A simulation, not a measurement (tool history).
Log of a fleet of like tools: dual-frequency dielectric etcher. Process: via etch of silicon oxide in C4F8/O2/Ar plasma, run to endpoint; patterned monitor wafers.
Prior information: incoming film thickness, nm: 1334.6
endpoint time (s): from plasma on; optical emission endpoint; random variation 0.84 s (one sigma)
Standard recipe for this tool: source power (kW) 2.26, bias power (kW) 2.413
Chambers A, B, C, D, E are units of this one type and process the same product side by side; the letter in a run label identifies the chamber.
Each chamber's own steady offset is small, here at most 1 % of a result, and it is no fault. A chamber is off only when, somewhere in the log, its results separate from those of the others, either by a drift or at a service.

{"run": "1C", "hour": 2.0, "source power (kW)": 2.26, "bias power (kW)": 2.413, "endpoint time (s)": 236.56}
{"run": "2D", "hour": 5.6, "source power (kW)": 2.26, "bias power (kW)": 2.413, "endpoint time (s)": 238.24}
{"run": "3A", "hour": 9.7, "source power (kW)": 2.26, "bias power (kW)": 2.413, "endpoint time (s)": 238.8}
{"run": "4E", "hour": 13.7, "source power (kW)": 2.26, "bias power (kW)": 2.413, "endpoint time (s)": 236.85}
{"run": "5B", "hour": 17.6, "source power (kW)": 2.26, "bias power (kW)": 2.413, "endpoint time (s)": 235.36}
{"run": "6C", "hour": 19.6, "source power (kW)": 2.26, "bias power (kW)": 2.232, "endpoint time (s)": 242.65}
{"run": "7A", "hour": 23.0, "source power (kW)": 2.26, "bias power (kW)": 2.232, "endpoint time (s)": 243.99}
{"run": "8B", "hour": 27.2, "source power (kW)": 2.26, "bias power (kW)": 2.232, "endpoint time (s)": 240.55}
{"run": "9D", "hour": 30.5, "source power (kW)": 2.26, "bias power (kW)": 2.232, "endpoint time (s)": 245.84}
{"run": "10E", "hour": 34.6, "source power (kW)": 2.26, "bias power (kW)": 2.232, "endpoint time (s)": 243.27}
{"run": "11A", "hour": 37.9, "source power (kW)": 1.72, "bias power (kW)": 2.755, "endpoint time (s)": 254.48}
{"run": "12D", "hour": 40.8, "source power (kW)": 1.72, "bias power (kW)": 2.755, "endpoint time (s)": 256.48}
{"run": "13E", "hour": 44.4, "source power (kW)": 1.72, "bias power (kW)": 2.755, "endpoint time (s)": 257.01}
{"run": "14B", "hour": 46.7, "source power (kW)": 1.72, "bias power (kW)": 2.755, "endpoint time (s)": 252.2}
{"run": "15C", "hour": 49.9, "source power (kW)": 1.72, "bias power (kW)": 2.755, "endpoint time (s)": 253.89}
{"run": "16A", "hour": 52.8, "source power (kW)": 2.26, "bias power (kW)": 2.413, "endpoint time (s)": 237.57}
{"run": "17E", "hour": 55.5, "source power (kW)": 2.26, "bias power (kW)": 2.413, "endpoint time (s)": 239.7}
{"run": "18B", "hour": 57.6, "source power (kW)": 1.81, "bias power (kW)": 1.897, "endpoint time (s)": 277.9}
{"run": "19D", "hour": 61.4, "source power (kW)": 1.81, "bias power (kW)": 1.897, "endpoint time (s)": 279.57}
{"run": "20C", "hour": 64.8, "source power (kW)": 1.81, "bias power (kW)": 1.897, "endpoint time (s)": 279.25}
{"run": "21A", "hour": 68.3, "source power (kW)": 1.81, "bias power (kW)": 1.897, "endpoint time (s)": 278.56}
{"run": "22D", "hour": 71.1, "source power (kW)": 1.81, "bias power (kW)": 1.897, "endpoint time (s)": 278.82}
{"run": "23B", "hour": 74.0, "source power (kW)": 2.26, "bias power (kW)": 2.413, "endpoint time (s)": 236.76}
{"run": "24E", "hour": 76.4, "source power (kW)": 2.26, "bias power (kW)": 2.413, "endpoint time (s)": 242.51}
{"run": "25C", "hour": 80.4, "source power (kW)": 2.26, "bias power (kW)": 2.13, "endpoint time (s)": 246.99}
{"run": "26A", "hour": 82.4, "source power (kW)": 2.26, "bias power (kW)": 2.13, "endpoint time (s)": 248.46}
{"run": "27E", "hour": 86.0, "source power (kW)": 2.26, "bias power (kW)": 2.13, "endpoint time (s)": 253.7}
{"run": "28D", "hour": 88.7, "source power (kW)": 2.26, "bias power (kW)": 2.13, "endpoint time (s)": 246.87}
{"run": "29B", "hour": 90.6, "source power (kW)": 2.26, "bias power (kW)": 2.13, "endpoint time (s)": 244.93}
{"run": "30C", "hour": 93.0, "source power (kW)": 2.26, "bias power (kW)": 2.413, "endpoint time (s)": 238.46}
{"run": "31C", "hour": 95.0, "source power (kW)": 2.26, "bias power (kW)": 2.413, "endpoint time (s)": 236.79}

Which is it: a chamber that has drifted or been left off by a service, a gauge drift common to all chambers, or only each chamber's usual small offset? If a chamber is off, name it and its likeliest cause.

Little by little, chamber E moves away from the other chambers.
Likeliest cause: etch rate under this chamber's usual, % = 4.25.

Here are 4 candidates for chamber E's next run, each the usual settings with a change, their results left as question marks. Which one brings its results back in line with what the others give on the usual settings?
In-line tolerance around the mean of the other chambers on the usual settings: endpoint time (s) 3
{"run": "32E-1", "hour": 98.1, "source power (kW)": 2.26, "bias power (kW)": 2.713, "endpoint time (s)": "?"}
{"run": "32E-2", "hour": 98.1, "source power (kW)": 2.13, "bias power (kW)": 2.306, "endpoint time (s)": "?"}
{"run": "32E-3", "hour": 98.1, "source power (kW)": 2.26, "bias power (kW)": 1.87, "endpoint time (s)": "?"}
{"run": "32E-4", "hour": 98.1, "source power (kW)": 2.72, "bias power (kW)": 2.413, "endpoint time (s)": "?"}

Average result of the remaining chambers running the usual settings: endpoint time (s) 237.56
run=32E-1 endpoint_time_(s)=238
run=32E-2 endpoint_time_(s)=255.5
run=32E-3 endpoint_time_(s)=264.77
run=32E-4 endpoint_time_(s)=229.05
32E-1 is the one that brings the chamber's results back in line with the other chambers.

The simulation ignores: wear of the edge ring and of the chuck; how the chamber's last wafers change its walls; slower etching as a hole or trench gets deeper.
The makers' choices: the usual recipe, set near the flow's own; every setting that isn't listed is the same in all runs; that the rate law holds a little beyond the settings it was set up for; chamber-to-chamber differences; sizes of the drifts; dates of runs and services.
